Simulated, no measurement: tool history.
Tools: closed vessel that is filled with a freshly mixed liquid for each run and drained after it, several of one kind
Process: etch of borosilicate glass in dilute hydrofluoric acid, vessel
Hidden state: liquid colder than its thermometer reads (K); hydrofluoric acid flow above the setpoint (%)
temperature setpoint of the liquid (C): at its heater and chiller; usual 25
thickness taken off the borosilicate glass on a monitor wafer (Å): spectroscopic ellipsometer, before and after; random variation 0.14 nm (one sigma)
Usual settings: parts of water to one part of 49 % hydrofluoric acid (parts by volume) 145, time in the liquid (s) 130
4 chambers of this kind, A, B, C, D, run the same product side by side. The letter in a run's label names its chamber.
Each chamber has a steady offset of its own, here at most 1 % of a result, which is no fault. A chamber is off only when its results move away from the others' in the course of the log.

| run | hour | temperature setpoint of the liquid (C) | parts of water to one part of 49 % hydrofluoric acid (parts by volume) | time in the liquid (s) | hours since the thermometer was replaced | hours since the hydrofluoric acid flow meter was replaced | read-back film thickness of the borosilicate glass reference wafer, read on the same gauge (nm) | thickness taken off the borosilicate glass on a monitor wafer (Å) |
|---|---|---|---|---|---|---|---|---|
| 1A | 7.7 | 25 | 145 | 130 | 849.9 | 838.1 | 130.00 | 192.41 |
| 2B | 12.4 | 25 | 145 | 130 | 180.7 | 2327.4 | 129.99 | 191.95 |
| 3C | 19.6 | 25 | 145 | 130 | 65.3 | 239.0 | 130.00 | 192.49 |
| 4D | 23.4 | 25 | 145 | 130 | 439.3 | 177.5 | 129.99 | 191.65 |
| 5C | 30.3 | 25 | 145 | 130 | 76.0 | 249.7 | 129.98 | 192.11 |
| 6B | 37.7 | 25 | 145 | 130 | 206.0 | 2352.7 | 129.98 | 194.32 |
| 7D | 42.9 | 25 | 145 | 130 | 458.8 | 197.0 | 129.99 | 188.07 |
| 8A | 48.0 | 25 | 145 | 130 | 890.2 | 878.4 | 130.01 | 191.57 |
| 9D | 54.2 | 25 | 145 | 130 | 470.1 | 208.3 | 130.03 | 190.99 |
| 10A | 59.2 | 25 | 145 | 185 | 901.4 | 889.6 | 130.04 | 276.23 |
| 11B | 65.6 | 25 | 145 | 185 | 233.9 | 2380.6 | 130.00 | 271.63 |
| 12C | 71.9 | 25 | 145 | 185 | 117.6 | 291.3 | 130.02 | 273.35 |
| 13D | 80.5 | 25 | 145 | 185 | 496.4 | 234.6 | 130.01 | 271.72 |
| 14B | 86.0 | 25 | 145 | 130 | 254.3 | 2401.0 | 130.00 | 192.97 |
| 15A | 94.5 | 25 | 145 | 130 | 936.7 | 924.9 | 129.97 | 194.41 |
| 16C | 101.8 | 25 | 145 | 100 | 147.5 | 321.2 | 130.00 | 145.76 |
| 17B | 107.7 | 25 | 145 | 100 | 276.0 | 2422.7 | 130.01 | 149.72 |
| 18C | 116.0 | 25 | 145 | 100 | 161.7 | 335.4 | 130.00 | 147.53 |
|  | 120.7 | chamber B: hydrofluoric acid flow meter replaced |
| 19D | 122.3 | 25 | 145 | 100 | 538.2 | 276.4 | 129.97 | 145.57 |
| 20A | 128.1 | 25 | 145 | 130 | 970.3 | 958.5 | 129.99 | 195.48 |
| 21A | 134.0 | 25 | 145 | 130 | 976.2 | 964.4 | 130.01 | 196.22 |
| 22D | 138.7 | 25 | 145 | 130 | 554.6 | 292.8 | 129.97 | 192.79 |
| 23C | 143.0 | 25 | 145 | 130 | 188.7 | 362.4 | 129.96 | 191.53 |
| 24B | 149.6 | 25 | 145 | 130 | 317.9 | 29.0 | 130.00 | 193.27 |
| 25A | 154.8 | 25 | 145 | 130 | 997.0 | 985.2 | 130.00 | 195.38 |
| 26D | 159.5 | 25 | 145 | 130 | 575.4 | 313.6 | 130.00 | 189.95 |
| 27C | 163.5 | 25 | 145 | 130 | 209.2 | 382.9 | 130.00 | 190.54 |
| 28B | 172.1 | 25 | 145 | 130 | 340.4 | 51.5 | 130.00 | 193.73 |

All 4 chambers run these settings next. Forecast each chamber's results:
| 29A | 178.4 | 25 | 145 | 130 |  |  |  | ? |
| 29B | 178.4 | 25 | 145 | 130 |  |  |  | ? |
| 29C | 178.4 | 25 | 145 | 130 |  |  |  | ? |
| 29D | 178.4 | 25 | 145 | 130 |  |  |  | ? |

| run | thickness taken off the borosilicate glass on a monitor wafer (Å) |
|---|---|
| 29A | 195.14 |
| 29B | 193.61 |
| 29C | 191.36 |
| 29D | 190.62 |

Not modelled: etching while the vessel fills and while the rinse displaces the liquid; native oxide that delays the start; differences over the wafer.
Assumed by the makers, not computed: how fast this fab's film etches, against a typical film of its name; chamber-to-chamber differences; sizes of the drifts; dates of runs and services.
